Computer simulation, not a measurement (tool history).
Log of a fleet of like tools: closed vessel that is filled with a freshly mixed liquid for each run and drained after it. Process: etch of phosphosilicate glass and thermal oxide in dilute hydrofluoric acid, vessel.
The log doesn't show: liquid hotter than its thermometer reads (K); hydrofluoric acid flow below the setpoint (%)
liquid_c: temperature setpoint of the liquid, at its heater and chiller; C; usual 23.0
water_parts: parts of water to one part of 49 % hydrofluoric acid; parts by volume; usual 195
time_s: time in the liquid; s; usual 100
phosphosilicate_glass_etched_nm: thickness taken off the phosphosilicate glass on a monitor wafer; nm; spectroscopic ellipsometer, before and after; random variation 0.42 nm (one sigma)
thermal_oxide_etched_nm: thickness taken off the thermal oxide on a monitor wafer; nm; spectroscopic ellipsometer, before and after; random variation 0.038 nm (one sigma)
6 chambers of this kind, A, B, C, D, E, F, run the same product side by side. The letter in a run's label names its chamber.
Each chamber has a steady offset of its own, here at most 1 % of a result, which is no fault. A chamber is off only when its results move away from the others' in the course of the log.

| run | hour | liquid_c | water_parts | time_s | hours since the thermometer was replaced | hours since the hydrofluoric acid flow meter was replaced | read-back film thickness of the phosphosilicate glass reference wafer, read on the same gauge (nm) | read-back film thickness of the thermal oxide reference wafer, read on the same gauge (nm) | phosphosilicate_glass_etched_nm | thermal_oxide_etched_nm |
|---|---|---|---|---|---|---|---|---|---|---|
| 1B | 14.3 | 23.0 | 195 | 100 | 114.8 | 143.6 | 60.056 | 40.026 | 56.026 | 2.0047 |
|  | 21.1 | chamber D: hydrofluoric acid flow meter replaced |
| 2C | 28.5 | 23.0 | 195 | 100 | 610.3 | 796.4 | 60.035 | 40.023 | 56.652 | 2.0478 |
| 3A | 38.3 | 23.0 | 195 | 100 | 2636.8 | 55.9 | 60.013 | 39.996 | 54.855 | 2.1394 |
| 4E | 54.1 | 23.0 | 195 | 100 | 474.5 | 1235.8 | 59.971 | 39.985 | 57.366 | 2.0862 |
| 5D | 62.1 | 27.0 | 135 | 100 | 471.2 | 41.1 | 60.004 | 39.975 | 99.959 | 3.7428 |
| 6F | 78.6 | 27.0 | 135 | 100 | 447.8 | 838.8 | 59.977 | 39.986 | 98.205 | 3.6246 |
| 7B | 91.0 | 27.0 | 135 | 100 | 191.5 | 220.3 | 60.023 | 39.996 | 101.290 | 3.7232 |
|  | 98.4 | chamber C: hydrofluoric acid flow meter replaced |
| 8F | 99.7 | 27.0 | 135 | 100 | 468.9 | 859.9 | 59.992 | 39.985 | 97.712 | 3.6714 |
| 9E | 111.0 | 27.0 | 135 | 100 | 531.4 | 1292.7 | 60.013 | 39.979 | 101.620 | 3.5698 |
| 10D | 119.0 | 27.0 | 135 | 100 | 528.1 | 98.0 | 60.004 | 40.010 | 100.570 | 3.6620 |
| 11A | 127.7 | 23.0 | 195 | 100 | 2726.2 | 145.3 | 60.058 | 39.996 | 55.513 | 2.0567 |
| 12C | 143.6 | 23.0 | 195 | 100 | 725.4 | 45.2 | 59.995 | 39.997 | 56.301 | 2.1206 |
|  | 147.8 | chamber A: thermometer replaced |
| 13D | 153.9 | 23.0 | 195 | 100 | 563.0 | 132.9 | 60.033 | 40.018 | 56.409 | 2.0270 |
|  | 160.1 | chamber E: thermometer replaced |
| 14F | 161.2 | 23.0 | 195 | 100 | 530.4 | 921.4 | 60.000 | 39.995 | 54.515 | 2.0448 |
| 15A | 174.7 | 23.0 | 195 | 100 | 27.0 | 192.3 | 60.031 | 40.008 | 56.010 | 2.0719 |
| 16E | 184.5 | 23.0 | 195 | 100 | 24.4 | 1366.2 | 60.025 | 40.000 | 56.780 | 2.0053 |
| 17C | 195.9 | 19.5 | 195 | 100 | 777.7 | 97.5 | 59.992 | 40.008 | 49.664 | 1.8170 |
| 18B | 209.4 | 19.5 | 195 | 100 | 309.9 | 338.7 | 59.981 | 40.013 | 48.971 | 1.7983 |
| 19C | 223.0 | 19.5 | 195 | 100 | 804.8 | 124.6 | 60.032 | 40.002 | 49.094 | 1.8915 |
| 20A | 238.5 | 19.5 | 195 | 100 | 90.8 | 256.1 | 59.960 | 39.985 | 48.716 | 1.8204 |
| 21D | 253.3 | 19.5 | 195 | 100 | 662.4 | 232.3 | 60.036 | 40.012 | 48.627 | 1.7666 |
|  | 263.5 | chamber F: thermometer replaced |
| 22E | 266.1 | 19.5 | 195 | 100 | 106.0 | 1447.8 | 60.025 | 39.984 | 49.667 | 1.8043 |
| 23F | 275.1 | 23.0 | 195 | 100 | 11.7 | 1035.3 | 59.962 | 40.008 | 55.532 | 2.0789 |
| 24B | 288.9 | 23.0 | 195 | 100 | 389.4 | 418.2 | 59.961 | 39.995 | 55.533 | 2.0959 |
| 25E | 302.8 | 23.0 | 195 | 100 | 142.7 | 1484.5 | 60.016 | 40.004 | 56.414 | 2.0148 |
| 26C | 315.7 | 23.0 | 195 | 100 | 897.5 | 217.3 | 60.007 | 40.004 | 55.490 | 2.0745 |
| 27B | 324.4 | 23.0 | 195 | 100 | 424.9 | 453.7 | 60.002 | 40.005 | 56.783 | 2.1226 |
| 28A | 336.9 | 23.0 | 195 | 100 | 189.2 | 354.5 | 60.023 | 39.987 | 55.261 | 2.0616 |
| 29D | 350.4 | 23.0 | 195 | 100 | 759.5 | 329.4 | 60.026 | 40.008 | 55.402 | 2.0081 |
| 30F | 363.2 | 24.5 | 195 | 50 | 99.8 | 1123.4 | 60.011 | 39.992 | 29.645 | 1.0921 |
| 31F | 371.0 | 24.5 | 195 | 50 | 107.6 | 1131.2 | 60.002 | 40.011 | 29.840 | 1.0753 |
| 32C | 380.5 | 24.5 | 195 | 50 | 962.3 | 282.1 | 60.037 | 39.983 | 29.869 | 1.0998 |
| 33D | 396.9 | 24.5 | 195 | 50 | 806.0 | 375.9 | 59.956 | 39.985 | 29.757 | 1.1050 |
| 34E | 408.6 | 24.5 | 195 | 50 | 248.5 | 1590.3 | 59.992 | 39.999 | 30.453 | 1.0701 |
|  | 417.9 | chamber A: hydrofluoric acid flow meter replaced |
| 35B | 418.0 | 24.5 | 195 | 50 | 518.5 | 547.3 | 60.017 | 39.992 | 29.462 | 1.0956 |
| 36A | 426.1 | 23.0 | 275 | 155 | 278.4 | 8.3 | 59.978 | 40.006 | 57.000 | 2.1444 |
| 37B | 437.5 | 23.0 | 275 | 155 | 538.0 | 566.8 | 60.026 | 39.994 | 57.609 | 2.0606 |
| 38C | 450.5 | 23.0 | 275 | 155 | 1032.3 | 352.1 | 60.015 | 40.002 | 56.616 | 2.0937 |

Next, every chamber runs the same settings. What will each give?
| 39A | 462.4 | 23.0 | 195 | 100 |  |  |  |  | ? | ? |
| 39B | 462.4 | 23.0 | 195 | 100 |  |  |  |  | ? | ? |
| 39C | 462.4 | 23.0 | 195 | 100 |  |  |  |  | ? | ? |
| 39D | 462.4 | 23.0 | 195 | 100 |  |  |  |  | ? | ? |
| 39E | 462.4 | 23.0 | 195 | 100 |  |  |  |  | ? | ? |
| 39F | 462.4 | 23.0 | 195 | 100 |  |  |  |  | ? | ? |

| run | phosphosilicate_glass_etched_nm | thermal_oxide_etched_nm |
|---|---|---|
| 39A | 55.762 | 2.0748 |
| 39B | 55.659 | 2.1179 |
| 39C | 56.406 | 2.0740 |
| 39D | 54.906 | 2.0153 |
| 39E | 56.526 | 2.0236 |
| 39F | 55.573 | 2.1102 |
